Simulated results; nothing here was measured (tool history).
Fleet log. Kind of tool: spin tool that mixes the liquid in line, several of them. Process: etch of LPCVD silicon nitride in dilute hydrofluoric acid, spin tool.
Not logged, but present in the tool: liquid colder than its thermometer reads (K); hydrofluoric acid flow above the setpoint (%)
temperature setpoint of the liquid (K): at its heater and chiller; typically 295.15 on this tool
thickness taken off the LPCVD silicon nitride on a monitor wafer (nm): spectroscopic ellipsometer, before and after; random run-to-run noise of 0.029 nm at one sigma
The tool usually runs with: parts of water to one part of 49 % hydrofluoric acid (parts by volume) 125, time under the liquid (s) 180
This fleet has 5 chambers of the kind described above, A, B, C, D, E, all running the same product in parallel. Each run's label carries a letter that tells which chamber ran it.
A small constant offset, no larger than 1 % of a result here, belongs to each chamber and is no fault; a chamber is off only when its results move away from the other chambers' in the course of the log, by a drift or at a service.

run   hour  temperature setpoint of the liquid (K)  parts of water to one part of 49 % hydrofluoric acid (parts by volume)  time under the liquid (s)  hours since the thermometer was replaced  hours since the hydrofluoric acid flow meter was replaced  read-back film thickness of the LPCVD silicon nitride reference wafer, read on the same gauge (nm)  thickness taken off the LPCVD silicon nitride on a monitor wafer (nm)
 1C    7.9                                  295.15                                                                     125                        180                                    2677.6                                                      391.1                                                                                              149.96                                                                0.50702
 2B   17.7                                  295.15                                                                     125                        180                                    1301.6                                                        352                                                                                              149.98                                                                0.55048
 3A   22.6                                  295.15                                                                     125                        180                                     923.8                                                      150.1                                                                                              149.97                                                                0.59038
 4D   31.5                                  295.15                                                                     125                        180                                    1321.9                                                        299                                                                                              150.01                                                                0.58987
 5E   36.2                                  295.15                                                                     125                        180                                     796.1                                                      216.8                                                                                                 150                                                                0.64025
      40.8  -- chamber C: thermometer replaced
 6B   44.5                                  295.15                                                                     125                        180                                    1328.4                                                      378.8                                                                                              150.04                                                                0.52215
      52.6  -- chamber C: hydrofluoric acid flow meter replaced
 7C   54.1                                  295.15                                                                     125                        180                                      13.4                                                        1.5                                                                                              150.03                                                                0.52278
 8D   62.7                                  295.15                                                                     125                        180                                    1353.1                                                      330.2                                                                                                 150                                                                0.56027
 9E   69.5                                  295.15                                                                     125                        180                                     829.4                                                      250.1                                                                                              149.97                                                                 0.5939
10A   79.5                                  295.15                                                                     125                        180                                     980.7                                                        207                                                                                              149.99                                                                0.56492
11D   85.7                                  295.15                                                                     125                        180                                    1376.1                                                      353.2                                                                                              150.03                                                                0.57347
12E   91.7                                  295.15                                                                     125                        180                                     851.6                                                      272.3                                                                                              150.01                                                                0.61634
13C   96.4                                  295.15                                                                     125                        180                                      55.7                                                       43.8                                                                                              149.99                                                                 0.5914
14A  102.3                                  295.15                                                                     125                        180                                    1003.5                                                      229.8                                                                                              150.02                                                                 0.6785
     105.5  -- chamber A: thermometer replaced
15B  111.7                                  295.15                                                                     125                        180                                    1395.6                                                        446                                                                                              149.98                                                                0.56456
16D  119.2                                  295.15                                                                     125                        180                                    1409.6                                                      386.7                                                                                                 150                                                                0.57783
17B  127.9                                  295.15                                                                     125                        180                                    1411.8                                                      462.2                                                                                              149.98                                                                0.56465
18E  133.1                                  295.15                                                                     125                        180                                       893                                                      313.7                                                                                              149.99                                                                0.58852
19A  140.6                                  295.15                                                                     125                        180                                      35.1                                                      268.1                                                                                              149.96                                                                0.61529
20C    149                                  295.15                                                                     125                        180                                     108.3                                                       96.4                                                                                              150.01                                                                0.53738
21C  157.6                                  295.15                                                                     125                        180                                     116.9                                                        105                                                                                              149.97                                                                0.57707
22B  163.5                                  295.15                                                                     125                        180                                    1447.4                                                      497.8                                                                                                 150                                                                0.52383
23D  170.2                                  295.15                                                                     125                        180                                    1460.6                                                      437.7                                                                                              150.03                                                                0.58565
     177.3  -- chamber B: hydrofluoric acid flow meter replaced
24E    178                                  295.15                                                                     125                        180                                     937.9                                                      358.6                                                                                              150.01                                                                0.55827
25A  182.5                                  295.15                                                                     170                        180                                        77                                                        310                                                                                              149.98                                                                0.41489
26B  188.4                                  295.15                                                                     170                        180                                    1472.3                                                       11.1                                                                                              149.98                                                                0.41513
27C  192.9                                  295.15                                                                     170                        180                                     152.2                                                      140.3                                                                                              150.01                                                                0.44133
28E    199                                  295.15                                                                     170                        180                                     958.9                                                      379.6                                                                                              149.99                                                                0.42703
29A  203.8                                  295.15                                                                     170                        180                                      98.3                                                      331.3                                                                                              150.04                                                                0.40442
30D  208.8                                  295.15                                                                     125                        180                                    1499.2                                                      476.3                                                                                              150.01                                                                0.62933
31A  214.7                                  295.15                                                                     125                        180                                     109.2                                                      342.2                                                                                              149.98                                                                0.60077
32B  223.3                                  295.15                                                                     125                        180                                    1507.2                                                         46                                                                                              150.01                                                                0.53795
33C  229.3                                  295.15                                                                     125                        180                                     188.6                                                      176.7                                                                                              149.97                                                                0.59302

Next, all 5 chambers run the settings below, one line each with question marks for the results. What does each chamber give?
34A  236.7                                  295.15                                                                     125                         95                                                                                                                                                                                                                                                                               ?
34B  236.7                                  295.15                                                                     125                         95                                                                                                                                                                                                                                                                               ?
34C  236.7                                  295.15                                                                     125                         95                                                                                                                                                                                                                                                                               ?
34D  236.7                                  295.15                                                                     125                         95                                                                                                                                                                                                                                                                               ?
34E  236.7                                  295.15                                                                     125                         95                                                                                                                                                                                                                                                                               ?

run  thickness taken off the LPCVD silicon nitride on a monitor wafer (nm)
34A                                                                0.28272
34B                                                                 0.2746
34C                                                                0.33532
34D                                                                0.31173
34E                                                                0.29047

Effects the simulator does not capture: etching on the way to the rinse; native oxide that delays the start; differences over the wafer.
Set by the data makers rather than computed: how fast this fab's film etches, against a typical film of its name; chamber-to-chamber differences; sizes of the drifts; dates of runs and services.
